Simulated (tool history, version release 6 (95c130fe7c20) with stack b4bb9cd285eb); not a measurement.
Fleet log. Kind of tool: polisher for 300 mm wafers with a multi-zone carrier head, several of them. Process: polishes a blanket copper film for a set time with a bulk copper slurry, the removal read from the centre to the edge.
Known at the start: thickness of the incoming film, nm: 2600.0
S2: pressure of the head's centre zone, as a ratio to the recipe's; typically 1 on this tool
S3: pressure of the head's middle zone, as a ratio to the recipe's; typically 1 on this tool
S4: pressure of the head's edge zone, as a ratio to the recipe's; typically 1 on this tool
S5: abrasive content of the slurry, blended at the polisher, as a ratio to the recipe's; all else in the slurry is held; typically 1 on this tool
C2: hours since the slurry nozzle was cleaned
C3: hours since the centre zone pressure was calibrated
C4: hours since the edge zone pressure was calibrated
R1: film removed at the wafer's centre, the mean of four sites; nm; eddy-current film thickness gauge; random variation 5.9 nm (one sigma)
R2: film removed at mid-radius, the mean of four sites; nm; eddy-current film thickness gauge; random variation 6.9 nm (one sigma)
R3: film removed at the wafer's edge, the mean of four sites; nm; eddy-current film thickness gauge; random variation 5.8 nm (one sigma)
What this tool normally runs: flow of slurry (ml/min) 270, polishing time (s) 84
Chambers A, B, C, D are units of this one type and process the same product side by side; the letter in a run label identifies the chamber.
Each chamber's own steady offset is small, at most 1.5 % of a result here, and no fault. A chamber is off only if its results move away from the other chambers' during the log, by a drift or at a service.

-- hour=3.5 chamber C: worn pad replaced by a new one
run 1D hour=5.5 | flow_of_slurry_(ml/min)=270 S2=1 S3=1 S4=1 S5=1 polishing_time_(s)=84 | wafers_polished_on_this_pad=184 C2=231.4 C3=605.3 C4=11.8 | R1=791.94 R2=765.78 R3=770.4
-- hour=8.9 chamber B: worn pad replaced by a new one
run 2B hour=10.1 | flow_of_slurry_(ml/min)=270 S2=1 S3=1 S4=1 S5=1 polishing_time_(s)=84 | wafers_polished_on_this_pad=11 C2=121.1 C3=145 C4=293.8 | R1=770.85 R2=775.63 R3=772.19
run 3A hour=13.7 | flow_of_slurry_(ml/min)=270 S2=1 S3=1 S4=1 S5=1 polishing_time_(s)=84 | wafers_polished_on_this_pad=287 C2=123.1 C3=285.6 C4=417.1 | R1=782.59 R2=783.7 R3=788.66
run 4C hour=20.2 | flow_of_slurry_(ml/min)=270 S2=1 S3=1 S4=1 S5=1 polishing_time_(s)=84 | wafers_polished_on_this_pad=150 C2=225.7 C3=696.7 C4=334.4 | R1=787.66 R2=782.88 R3=772.28
run 5B hour=23.9 | flow_of_slurry_(ml/min)=270 S2=1 S3=1.04 S4=1 S5=1.25 polishing_time_(s)=84 | wafers_polished_on_this_pad=134 C2=134.9 C3=158.8 C4=307.6 | R1=822.88 R2=847.41 R3=817.04
run 6D hour=27.9 | flow_of_slurry_(ml/min)=270 S2=1 S3=1.04 S4=1 S5=1.25 polishing_time_(s)=84 | wafers_polished_on_this_pad=384 C2=253.8 C3=627.7 C4=34.2 | R1=828.79 R2=847.47 R3=802.6
run 7A hour=34.6 | flow_of_slurry_(ml/min)=270 S2=1 S3=1.04 S4=1 S5=1.25 polishing_time_(s)=84 | wafers_polished_on_this_pad=474 C2=144 C3=306.5 C4=438 | R1=817.27 R2=854.5 R3=822.42
run 8C hour=38.9 | flow_of_slurry_(ml/min)=270 S2=1 S3=1.04 S4=1 S5=1.25 polishing_time_(s)=84 | wafers_polished_on_this_pad=317 C2=244.4 C3=715.4 C4=353.1 | R1=834.32 R2=854.17 R3=815.14
run 9C hour=41.9 | flow_of_slurry_(ml/min)=270 S2=1 S3=1 S4=1 S5=1 polishing_time_(s)=84 | wafers_polished_on_this_pad=344 C2=247.4 C3=718.4 C4=356.1 | R1=787.75 R2=779.08 R3=787.49
-- hour=44 chamber D: worn pad replaced by a new one
run 10A hour=48.1 | flow_of_slurry_(ml/min)=270 S2=1 S3=1 S4=1 S5=1 polishing_time_(s)=84 | wafers_polished_on_this_pad=594 C2=157.5 C3=320 C4=451.5 | R1=782.09 R2=772.9 R3=783.1
run 11D hour=53.5 | flow_of_slurry_(ml/min)=270 S2=1 S3=1 S4=1 S5=1 polishing_time_(s)=84 | wafers_polished_on_this_pad=85 C2=279.4 C3=653.3 C4=59.8 | R1=774.71 R2=775.81 R3=784.82
run 12B hour=58.4 | flow_of_slurry_(ml/min)=270 S2=1 S3=1 S4=1 S5=1 polishing_time_(s)=84 | wafers_polished_on_this_pad=443 C2=169.4 C3=193.3 C4=342.1 | R1=771.72 R2=778.2 R3=779.08
run 13D hour=62.9 | flow_of_slurry_(ml/min)=270 S2=1 S3=1 S4=1 S5=1 polishing_time_(s)=84 | wafers_polished_on_this_pad=169 C2=288.8 C3=662.7 C4=69.2 | R1=783.9 R2=777.55 R3=773.11
-- hour=65.2 chamber C: centre zone pressure recalibrated
run 14A hour=68.8 | flow_of_slurry_(ml/min)=270 S2=1 S3=1 S4=1 S5=1 polishing_time_(s)=84 | wafers_polished_on_this_pad=780 C2=178.2 C3=340.7 C4=472.2 | R1=768.57 R2=777.66 R3=774.93
run 15B hour=73.7 | flow_of_slurry_(ml/min)=270 S2=1 S3=1 S4=1 S5=1 polishing_time_(s)=84 | wafers_polished_on_this_pad=580 C2=184.7 C3=208.6 C4=357.4 | R1=777.01 R2=764.96 R3=767.93
run 16C hour=76.8 | flow_of_slurry_(ml/min)=270 S2=0.93 S3=1 S4=0.9 S5=1 polishing_time_(s)=84 | wafers_polished_on_this_pad=656 C2=282.3 C3=11.7 C4=391 | R1=739.37 R2=791.5 R3=737.14
-- hour=83.3 chamber A: worn pad replaced by a new one
run 17D hour=83.5 | flow_of_slurry_(ml/min)=270 S2=0.93 S3=1 S4=0.9 S5=1 polishing_time_(s)=84 | wafers_polished_on_this_pad=353 C2=309.4 C3=683.3 C4=89.8 | R1=725.1 R2=773.75 R3=734.56
run 18A hour=90.2 | flow_of_slurry_(ml/min)=270 S2=0.93 S3=1 S4=0.9 S5=1 polishing_time_(s)=84 | wafers_polished_on_this_pad=61 C2=199.6 C3=362.1 C4=493.6 | R1=720.18 R2=780.31 R3=751.9
run 19B hour=96.9 | flow_of_slurry_(ml/min)=270 S2=0.93 S3=1 S4=0.9 S5=1 polishing_time_(s)=84 | wafers_polished_on_this_pad=787 C2=207.9 C3=231.8 C4=380.6 | R1=710.87 R2=755.89 R3=727.67
-- hour=98.4 chamber C: worn pad replaced by a new one
-- hour=100.9 chamber D: worn pad replaced by a new one
run 20C hour=101.8 | flow_of_slurry_(ml/min)=270 S2=1 S3=1 S4=1 S5=1 polishing_time_(s)=84 | wafers_polished_on_this_pad=30 C2=307.3 C3=36.7 C4=416 | R1=787.53 R2=782.25 R3=785.1
run 21B hour=108.1 | flow_of_slurry_(ml/min)=270 S2=1 S3=1 S4=1 S5=1 polishing_time_(s)=84 | wafers_polished_on_this_pad=887 C2=219.1 C3=243 C4=391.8 | R1=758.02 R2=762.37 R3=766.45
run 22A hour=111.9 | flow_of_slurry_(ml/min)=270 S2=1 S3=1 S4=1 S5=0.9 polishing_time_(s)=69 | wafers_polished_on_this_pad=255 C2=221.3 C3=383.8 C4=515.3 | R1=628.93 R2=612 R3=629.25
-- hour=117.6 chamber B: edge zone pressure recalibrated
run 23D hour=118 | flow_of_slurry_(ml/min)=270 S2=1 S3=1 S4=1 S5=0.9 polishing_time_(s)=69 | wafers_polished_on_this_pad=152 C2=343.9 C3=717.8 C4=124.3 | R1=628.36 R2=623.34 R3=624.43
run 24C hour=124.1 | flow_of_slurry_(ml/min)=270 S2=1 S3=1 S4=1 S5=0.9 polishing_time_(s)=69 | wafers_polished_on_this_pad=229 C2=329.6 C3=59 C4=438.3 | R1=631.65 R2=630.88 R3=627.14
run 25D hour=128.7 | flow_of_slurry_(ml/min)=270 S2=1 S3=1 S4=1 S5=0.9 polishing_time_(s)=69 | wafers_polished_on_this_pad=248 C2=354.6 C3=728.5 C4=135 | R1=629.23 R2=609.84 R3=626.8
run 26B hour=133.6 | flow_of_slurry_(ml/min)=270 S2=1 S3=1 S4=1 S5=1 polishing_time_(s)=84 | wafers_polished_on_this_pad=1115 C2=244.6 C3=268.5 C4=16 | R1=741.58 R2=755.11 R3=756.86
run 27A hour=140.4 | flow_of_slurry_(ml/min)=270 S2=1 S3=1 S4=1 S5=1 polishing_time_(s)=84 | wafers_polished_on_this_pad=510 C2=249.8 C3=412.3 C4=543.8 | R1=790.27 R2=791.03 R3=786.89
run 28C hour=146.8 | flow_of_slurry_(ml/min)=270 S2=1 S3=1 S4=1 S5=1 polishing_time_(s)=84 | wafers_polished_on_this_pad=432 C2=352.3 C3=81.7 C4=461 | R1=797.56 R2=769 R3=784.43
run 29A hour=151.2 | flow_of_slurry_(ml/min)=270 S2=1 S3=1 S4=1 S5=1 polishing_time_(s)=84 | wafers_polished_on_this_pad=607 C2=260.6 C3=423.1 C4=554.6 | R1=780.36 R2=779.29 R3=779.93
-- hour=152.8 chamber B: centre zone pressure recalibrated
run 30C hour=157.7 | flow_of_slurry_(ml/min)=270 S2=1.05 S3=1 S4=1.06 S5=1 polishing_time_(s)=84 | wafers_polished_on_this_pad=530 C2=363.2 C3=92.6 C4=471.9 | R1=823.74 R2=787.47 R3=804.74
run 31B hour=164.2 | flow_of_slurry_(ml/min)=270 S2=1.05 S3=1 S4=1.06 S5=1 polishing_time_(s)=84 | wafers_polished_on_this_pad=1389 C2=275.2 C3=11.5 C4=46.6 | R1=765.63 R2=747.57 R3=770.28

One chamber off, gauge drift, or nothing amiss beyond the chambers' own small offsets? If it is a chamber, which one, and what is the likeliest cause?

One chamber, B, drifts off from the rest bit by bit.
Most likely cause: slurry flow missing at the pad, % = 39.
From this log alone, it may not be told apart from: removal rate lost through wear of the pad, %.

Below are 4 candidate recipes for chamber B's next run, each the usual settings with a change, their results shown as question marks. Which of them brings B's results back in line with what the other chambers give on the usual settings?
Counts as in line when no further than this from what the other chambers average on the usual settings: R1 21 nm; R2 24 nm; R3 20 nm
run 32B-1 hour=169.2 | flow_of_slurry_(ml/min)=265 S2=0.98 S3=0.99 S4=1.01 S5=1 polishing_time_(s)=79 | R1=? R2=? R3=?
run 32B-2 hour=169.2 | flow_of_slurry_(ml/min)=270 S2=1.01 S3=1 S4=1 S5=1 polishing_time_(s)=85 | R1=? R2=? R3=?
run 32B-3 hour=169.2 | flow_of_slurry_(ml/min)=275 S2=1.02 S3=1.01 S4=0.99 S5=1 polishing_time_(s)=89 | R1=? R2=? R3=?
run 32B-4 hour=169.2 | flow_of_slurry_(ml/min)=270 S2=0.99 S3=1 S4=1 S5=1 polishing_time_(s)=83 | R1=? R2=? R3=?

What the other chambers average on the usual settings: R1 784.99 nm; R2 777.61 nm; R3 778.88 nm
run=32B-1 R1=659.5 R2=676.36 R3=696.61
run=32B-2 R1=736.24 R2=736.79 R3=747.34
run=32B-3 R1=782.09 R2=780.99 R3=780.14
run=32B-4 R1=703.31 R2=719.53 R3=729.76
32B-3 brings the chamber back in line.
